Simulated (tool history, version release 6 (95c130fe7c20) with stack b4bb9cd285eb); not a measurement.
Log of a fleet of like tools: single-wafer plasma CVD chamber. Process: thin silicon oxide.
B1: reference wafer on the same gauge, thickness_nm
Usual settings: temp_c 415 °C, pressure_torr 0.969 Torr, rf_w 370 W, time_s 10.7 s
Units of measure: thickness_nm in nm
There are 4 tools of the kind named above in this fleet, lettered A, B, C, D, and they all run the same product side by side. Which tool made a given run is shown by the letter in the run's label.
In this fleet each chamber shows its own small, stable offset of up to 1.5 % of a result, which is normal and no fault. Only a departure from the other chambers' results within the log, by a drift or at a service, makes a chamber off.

Run 1A, hour 3.2: usual settings; B1 25.192. Result: thickness_nm 25.119 nm.
Run 2B, hour 7.5: usual settings; B1 25.189. Result: thickness_nm 25.027 nm.
Run 3D, hour 10.3: usual settings; B1 25.19. Result: thickness_nm 25.207 nm.
Run 4C, hour 12.9: usual settings; B1 25.178. Result: thickness_nm 24.869 nm.
Run 5B, hour 16: usual settings; B1 25.179. Result: thickness_nm 25.024 nm.
Run 6C, hour 19.4: usual settings; B1 25.17. Result: thickness_nm 24.745 nm.
Run 7A, hour 22: usual settings; B1 25.167. Result: thickness_nm 25.061 nm.
Run 8D, hour 24.1: usual settings; B1 25.159. Result: thickness_nm 25.15 nm.
Run 9C, hour 27.9: usual settings; B1 25.149. Result: thickness_nm 24.734 nm.
Run 10D, hour 30.9: usual settings; B1 25.156. Result: thickness_nm 25.107 nm.
Run 11B, hour 33: usual settings; B1 25.146. Result: thickness_nm 24.964 nm.
Run 12A, hour 36.2: usual settings; B1 25.152. Result: thickness_nm 25.05 nm.
Run 13A, hour 38.8: usual settings; B1 25.135. Result: thickness_nm 25.092 nm.
Run 14B, hour 41.9: usual settings; B1 25.134. Result: thickness_nm 24.99 nm.
Run 15D, hour 46.3: usual settings; B1 25.131. Result: thickness_nm 25.114 nm.
Run 16C, hour 49.1: usual settings; B1 25.118. Result: thickness_nm 24.742 nm.
Run 17B, hour 52: usual settings; B1 25.125. Result: thickness_nm 25.015 nm.
Run 18A, hour 56.3: usual settings; B1 25.111. Result: thickness_nm 25.068 nm.
Run 19D, hour 59.4: usual settings; B1 25.108. Result: thickness_nm 25.004 nm.
Run 20C, hour 61.9: usual settings; B1 25.095. Result: thickness_nm 24.705 nm.
Run 21B, hour 66.1: usual settings but temp_c 422 °C; B1 25.095. Result: thickness_nm 24.859 nm.
Run 22D, hour 68.1: usual settings but temp_c 422 °C; B1 25.09. Result: thickness_nm 24.974 nm.
At hour 70.6: chamber D: thermocouple changed; heater temperature recalibrated.
Run 23C, hour 72.6: usual settings but temp_c 422 °C; B1 25.085. Result: thickness_nm 24.591 nm.
Run 24A, hour 75.9: usual settings but temp_c 422 °C; B1 25.073. Result: thickness_nm 24.848 nm.
Run 25B, hour 78.7: usual settings; B1 25.083. Result: thickness_nm 24.895 nm.
Run 26A, hour 81.1: usual settings but pressure_torr 0.89 Torr; B1 25.076. Result: thickness_nm 23.265 nm.
Run 27D, hour 84.3: usual settings but pressure_torr 0.89 Torr; B1 25.062. Result: thickness_nm 23.349 nm.

The same settings go to every chamber for the next run, one line per chamber below. Forecast the results for each:
Run 28A, hour 87.7: usual settings. Result: thickness_nm ?.
Run 28B, hour 87.7: usual settings. Result: thickness_nm ?.
Run 28C, hour 87.7: usual settings. Result: thickness_nm ?.
Run 28D, hour 87.7: usual settings. Result: thickness_nm ?.

run  thickness_nm
28A        24.971
28B        24.911
28C        24.711
28D        24.989

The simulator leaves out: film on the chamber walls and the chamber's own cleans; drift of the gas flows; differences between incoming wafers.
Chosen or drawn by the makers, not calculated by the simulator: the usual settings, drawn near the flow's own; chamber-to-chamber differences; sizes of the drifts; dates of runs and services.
